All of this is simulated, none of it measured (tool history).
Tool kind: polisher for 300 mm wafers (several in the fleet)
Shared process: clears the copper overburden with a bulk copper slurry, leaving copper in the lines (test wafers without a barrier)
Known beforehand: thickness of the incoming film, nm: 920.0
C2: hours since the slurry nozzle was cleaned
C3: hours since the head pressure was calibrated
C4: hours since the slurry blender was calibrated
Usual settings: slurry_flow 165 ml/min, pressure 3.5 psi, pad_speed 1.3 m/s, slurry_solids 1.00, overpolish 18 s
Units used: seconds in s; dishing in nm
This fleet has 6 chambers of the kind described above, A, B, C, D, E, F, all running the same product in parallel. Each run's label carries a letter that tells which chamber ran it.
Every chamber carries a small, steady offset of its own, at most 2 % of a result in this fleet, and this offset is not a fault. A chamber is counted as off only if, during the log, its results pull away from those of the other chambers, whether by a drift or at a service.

{"hour": 12.1, "done": "chamber F: worn pad replaced by a new one"}
{"run": "1C", "hour": 13.7, "slurry_flow": 165, "pressure": 3.5, "pad_speed": 1.3, "slurry_solids": 1.0, "overpolish": 18, "wafers polished on this pad": 691, "C2": 247.5, "C3": 506.5, "C4": 79.3, "seconds": 68.535, "dishing": 118.49}
{"hour": 16.9, "done": "chamber D: worn pad replaced by a new one"}
{"hour": 20.2, "done": "chamber B: worn pad replaced by a new one"}
{"run": "2B", "hour": 28.1, "slurry_flow": 165, "pressure": 3.5, "pad_speed": 1.3, "slurry_solids": 1.0, "overpolish": 18, "wafers polished on this pad": 81, "C2": 308.1, "C3": 473.0, "C4": 36.0, "seconds": 66.941, "dishing": 119.85}
{"hour": 28.9, "done": "chamber C: worn pad replaced by a new one"}
{"run": "3A", "hour": 36.5, "slurry_flow": 165, "pressure": 3.5, "pad_speed": 1.3, "slurry_solids": 1.0, "overpolish": 18, "wafers polished on this pad": 384, "C2": 84.2, "C3": 133.2, "C4": 158.9, "seconds": 67.418, "dishing": 125.74}
{"run": "4D", "hour": 49.2, "slurry_flow": 165, "pressure": 3.5, "pad_speed": 1.3, "slurry_solids": 1.0, "overpolish": 18, "wafers polished on this pad": 332, "C2": 281.3, "C3": 142.4, "C4": 153.7, "seconds": 68.002, "dishing": 122.19}
{"run": "5F", "hour": 56.2, "slurry_flow": 165, "pressure": 3.5, "pad_speed": 1.3, "slurry_solids": 1.0, "overpolish": 18, "wafers polished on this pad": 453, "C2": 177.5, "C3": 97.2, "C4": 71.6, "seconds": 68.543, "dishing": 120.21}
{"hour": 58.6, "done": "chamber D: slurry blender recalibrated"}
{"run": "6E", "hour": 64.1, "slurry_flow": 165, "pressure": 3.5, "pad_speed": 1.3, "slurry_solids": 1.0, "overpolish": 18, "wafers polished on this pad": 949, "C2": 194.3, "C3": 159.2, "C4": 265.6, "seconds": 69.127, "dishing": 125.39}
{"run": "7D", "hour": 74.1, "slurry_flow": 165, "pressure": 3.5, "pad_speed": 1.3, "slurry_solids": 1.0, "overpolish": 18, "wafers polished on this pad": 587, "C2": 306.2, "C3": 167.3, "C4": 15.5, "seconds": 69.697, "dishing": 121.74}
{"run": "8B", "hour": 83.9, "slurry_flow": 120, "pressure": 3.5, "pad_speed": 1.3, "slurry_solids": 1.0, "overpolish": 24, "wafers polished on this pad": 653, "C2": 363.9, "C3": 528.8, "C4": 91.8, "seconds": 72.955, "dishing": 133.55}
{"hour": 84.6, "done": "chamber F: slurry nozzle cleaned"}
{"hour": 85.0, "done": "chamber E: slurry nozzle cleaned"}
{"hour": 88.5, "done": "chamber D: worn pad replaced by a new one"}
{"hour": 89.3, "done": "chamber E: worn pad replaced by a new one"}
{"hour": 89.8, "done": "chamber B: worn pad replaced by a new one"}
{"run": "9E", "hour": 92.4, "slurry_flow": 120, "pressure": 3.5, "pad_speed": 1.3, "slurry_solids": 1.0, "overpolish": 24, "wafers polished on this pad": 32, "C2": 7.4, "C3": 187.5, "C4": 293.9, "seconds": 72.374, "dishing": 140.4}
{"hour": 94.4, "done": "chamber F: worn pad replaced by a new one"}
{"hour": 97.7, "done": "chamber A: worn pad replaced by a new one"}
{"hour": 101.7, "done": "chamber B: head pressure recalibrated"}
{"hour": 105.7, "done": "chamber B: slurry nozzle cleaned"}
{"run": "10C", "hour": 106.6, "slurry_flow": 120, "pressure": 3.5, "pad_speed": 1.3, "slurry_solids": 1.0, "overpolish": 24, "wafers polished on this pad": 797, "C2": 340.4, "C3": 599.4, "C4": 172.2, "seconds": 71.612, "dishing": 132.46}
{"run": "11A", "hour": 115.7, "slurry_flow": 120, "pressure": 3.5, "pad_speed": 1.3, "slurry_solids": 1.0, "overpolish": 24, "wafers polished on this pad": 185, "C2": 163.4, "C3": 212.4, "C4": 238.1, "seconds": 69.741, "dishing": 135.51}
{"hour": 121.9, "done": "chamber C: worn pad replaced by a new one"}
{"run": "12F", "hour": 125.6, "slurry_flow": 120, "pressure": 3.5, "pad_speed": 1.3, "slurry_solids": 1.0, "overpolish": 24, "wafers polished on this pad": 320, "C2": 41.0, "C3": 166.6, "C4": 141.0, "seconds": 73.606, "dishing": 139.42}
{"run": "13B", "hour": 133.3, "slurry_flow": 120, "pressure": 3.5, "pad_speed": 1.3, "slurry_solids": 1.0, "overpolish": 24, "wafers polished on this pad": 447, "C2": 27.6, "C3": 31.6, "C4": 141.2, "seconds": 74.443, "dishing": 134.14}
{"run": "14C", "hour": 145.9, "slurry_flow": 165, "pressure": 3.5, "pad_speed": 1.3, "slurry_solids": 1.0, "overpolish": 18, "wafers polished on this pad": 246, "C2": 379.7, "C3": 638.7, "C4": 211.5, "seconds": 67.685, "dishing": 118.77}
{"hour": 151.2, "done": "chamber A: slurry blender recalibrated"}
{"run": "15F", "hour": 154.8, "slurry_flow": 190, "pressure": 3.5, "pad_speed": 1.7, "slurry_solids": 1.0, "overpolish": 18, "wafers polished on this pad": 620, "C2": 70.2, "C3": 195.8, "C4": 170.2, "seconds": 51.577, "dishing": 140.32}
{"hour": 163.4, "done": "chamber B: worn pad replaced by a new one"}
{"run": "16A", "hour": 165.5, "slurry_flow": 190, "pressure": 3.5, "pad_speed": 1.7, "slurry_solids": 1.0, "overpolish": 18, "wafers polished on this pad": 696, "C2": 213.2, "C3": 262.2, "C4": 14.3, "seconds": 49.746, "dishing": 145.71}
{"hour": 167.2, "done": "chamber F: worn pad replaced by a new one"}
{"run": "17D", "hour": 172.4, "slurry_flow": 190, "pressure": 3.5, "pad_speed": 1.7, "slurry_solids": 1.0, "overpolish": 18, "wafers polished on this pad": 861, "C2": 404.5, "C3": 265.6, "C4": 113.8, "seconds": 51.23, "dishing": 138.36}
{"hour": 177.7, "done": "chamber B: slurry blender recalibrated"}
{"hour": 179.8, "done": "chamber D: worn pad replaced by a new one"}
{"run": "18E", "hour": 180.5, "slurry_flow": 190, "pressure": 3.5, "pad_speed": 1.7, "slurry_solids": 1.0, "overpolish": 18, "wafers polished on this pad": 936, "C2": 95.5, "C3": 275.6, "C4": 382.0, "seconds": 50.271, "dishing": 144.95}
{"hour": 185.0, "done": "chamber E: worn pad replaced by a new one"}
{"hour": 185.6, "done": "chamber D: slurry nozzle cleaned"}
{"hour": 189.2, "done": "chamber A: worn pad replaced by a new one"}
{"run": "19D", "hour": 191.6, "slurry_flow": 190, "pressure": 3.5, "pad_speed": 1.7, "slurry_solids": 1.0, "overpolish": 18, "wafers polished on this pad": 121, "C2": 6.1, "C3": 284.8, "C4": 133.0, "seconds": 51.504, "dishing": 143.04}
{"run": "20B", "hour": 200.7, "slurry_flow": 190, "pressure": 3.5, "pad_speed": 1.7, "slurry_solids": 1.0, "overpolish": 18, "wafers polished on this pad": 382, "C2": 95.0, "C3": 99.0, "C4": 23.1, "seconds": 50.611, "dishing": 135.88}
{"run": "21F", "hour": 211.2, "slurry_flow": 165, "pressure": 3.5, "pad_speed": 1.3, "slurry_solids": 1.0, "overpolish": 18, "wafers polished on this pad": 451, "C2": 126.6, "C3": 252.2, "C4": 226.6, "seconds": 67.826, "dishing": 122.81}
{"hour": 213.7, "done": "chamber C: worn pad replaced by a new one"}
{"hour": 219.4, "done": "chamber D: slurry blender recalibrated"}
{"run": "22A", "hour": 222.5, "slurry_flow": 165, "pressure": 3.5, "pad_speed": 1.3, "slurry_solids": 1.0, "overpolish": 18, "wafers polished on this pad": 342, "C2": 270.2, "C3": 319.2, "C4": 71.3, "seconds": 67.536, "dishing": 119.33}
{"hour": 233.0, "done": "chamber B: worn pad replaced by a new one"}
{"run": "23C", "hour": 234.7, "slurry_flow": 165, "pressure": 3.5, "pad_speed": 1.3, "slurry_solids": 1.0, "overpolish": 18, "wafers polished on this pad": 216, "C2": 468.5, "C3": 727.5, "C4": 300.3, "seconds": 70.206, "dishing": 122.5}
{"hour": 237.8, "done": "chamber E: slurry blender recalibrated"}
{"hour": 239.6, "done": "chamber C: slurry blender recalibrated"}
{"run": "24E", "hour": 242.3, "slurry_flow": 165, "pressure": 3.5, "pad_speed": 1.3, "slurry_solids": 1.0, "overpolish": 18, "wafers polished on this pad": 588, "C2": 157.3, "C3": 337.4, "C4": 4.5, "seconds": 66.977, "dishing": 122.38}
{"hour": 246.6, "done": "chamber F: worn pad replaced by a new one"}
{"hour": 249.1, "done": "chamber D: worn pad replaced by a new one"}
{"run": "25E", "hour": 255.6, "slurry_flow": 165, "pressure": 3.5, "pad_speed": 1.3, "slurry_solids": 1.0, "overpolish": 18, "wafers polished on this pad": 725, "C2": 170.6, "C3": 350.7, "C4": 17.8, "seconds": 68.4, "dishing": 126.47}
{"hour": 268.3, "done": "chamber C: slurry nozzle cleaned"}
{"run": "26C", "hour": 269.6, "slurry_flow": 165, "pressure": 3.5, "pad_speed": 1.3, "slurry_solids": 1.0, "overpolish": 18, "wafers polished on this pad": 574, "C2": 1.4, "C3": 762.4, "C4": 30.0, "seconds": 66.247, "dishing": 117.56}
{"hour": 278.8, "done": "chamber A: worn pad replaced by a new one"}
{"run": "27D", "hour": 284.9, "slurry_flow": 165, "pressure": 3.5, "pad_speed": 1.3, "slurry_solids": 1.0, "overpolish": 18, "wafers polished on this pad": 367, "C2": 99.4, "C3": 378.1, "C4": 65.6, "seconds": 68.857, "dishing": 118.81}
{"hour": 291.0, "done": "chamber F: slurry nozzle cleaned"}
{"hour": 292.1, "done": "chamber C: worn pad replaced by a new one"}
{"run": "28B", "hour": 294.2, "slurry_flow": 165, "pressure": 3.5, "pad_speed": 1.3, "slurry_solids": 1.0, "overpolish": 18, "wafers polished on this pad": 628, "C2": 188.5, "C3": 192.5, "C4": 116.6, "seconds": 68.551, "dishing": 121.28}
{"hour": 296.1, "done": "chamber E: worn pad replaced by a new one"}
{"run": "29A", "hour": 308.2, "slurry_flow": 165, "pressure": 3.5, "pad_speed": 1.3, "slurry_solids": 1.0, "overpolish": 18, "wafers polished on this pad": 302, "C2": 355.9, "C3": 404.9, "C4": 157.0, "seconds": 67.152, "dishing": 121.37}
{"hour": 312.2, "done": "chamber B: worn pad replaced by a new one"}
{"hour": 316.3, "done": "chamber E: slurry nozzle cleaned"}
{"hour": 321.9, "done": "chamber D: worn pad replaced by a new one"}
{"run": "30F", "hour": 322.0, "slurry_flow": 165, "pressure": 3.5, "pad_speed": 1.3, "slurry_solids": 1.0, "overpolish": 18, "wafers polished on this pad": 774, "C2": 31.1, "C3": 363.0, "C4": 337.4, "seconds": 68.104, "dishing": 124.76}
{"hour": 331.6, "done": "chamber F: worn pad replaced by a new one"}
{"run": "31F", "hour": 333.4, "slurry_flow": 165, "pressure": 3.5, "pad_speed": 1.3, "slurry_solids": 1.0, "overpolish": 18, "wafers polished on this pad": 18, "C2": 42.5, "C3": 374.4, "C4": 348.8, "seconds": 68.224, "dishing": 121.74}
{"run": "32B", "hour": 347.3, "slurry_flow": 165, "pressure": 3.5, "pad_speed": 1.3, "slurry_solids": 1.0, "overpolish": 18, "wafers polished on this pad": 360, "C2": 241.6, "C3": 245.6, "C4": 169.7, "seconds": 69.579, "dishing": 120.2}
{"hour": 349.2, "done": "chamber E: head pressure recalibrated"}
{"hour": 350.7, "done": "chamber B: slurry blender recalibrated"}
{"run": "33E", "hour": 359.9, "slurry_flow": 165, "pressure": 3.5, "pad_speed": 1.3, "slurry_solids": 1.0, "overpolish": 18, "wafers polished on this pad": 655, "C2": 43.6, "C3": 10.8, "C4": 122.1, "seconds": 68.745, "dishing": 123.63}
{"run": "34A", "hour": 367.2, "slurry_flow": 165, "pressure": 3.5, "pad_speed": 1.3, "slurry_solids": 1.0, "overpolish": 18, "wafers polished on this pad": 907, "C2": 414.9, "C3": 463.9, "C4": 216.0, "seconds": 69.162, "dishing": 119.45}
{"run": "35D", "hour": 377.3, "slurry_flow": 165, "pressure": 3.5, "pad_speed": 1.3, "slurry_solids": 1.0, "overpolish": 18, "wafers polished on this pad": 568, "C2": 191.8, "C3": 470.5, "C4": 158.0, "seconds": 69.057, "dishing": 124.33}
{"hour": 379.3, "done": "chamber C: worn pad replaced by a new one"}
{"run": "36C", "hour": 392.9, "slurry_flow": 165, "pressure": 3.5, "pad_speed": 1.3, "slurry_solids": 1.0, "overpolish": 18, "wafers polished on this pad": 139, "C2": 124.7, "C3": 885.7, "C4": 153.3, "seconds": 66.949, "dishing": 122.43}
{"hour": 404.7, "done": "chamber B: worn pad replaced by a new one"}
{"run": "37B", "hour": 407.0, "slurry_flow": 165, "pressure": 3.5, "pad_speed": 1.3, "slurry_solids": 1.25, "overpolish": 18, "wafers polished on this pad": 23, "C2": 301.3, "C3": 305.3, "C4": 56.4, "seconds": 65.196, "dishing": 125.66}

Is one chamber out of step, is the gauge drifting, or do the chambers differ by no more than their own small offsets? For an off chamber, give its letter and the likeliest cause.

Beyond each chamber's small constant offset nothing stands out, and the gauge stays steady.
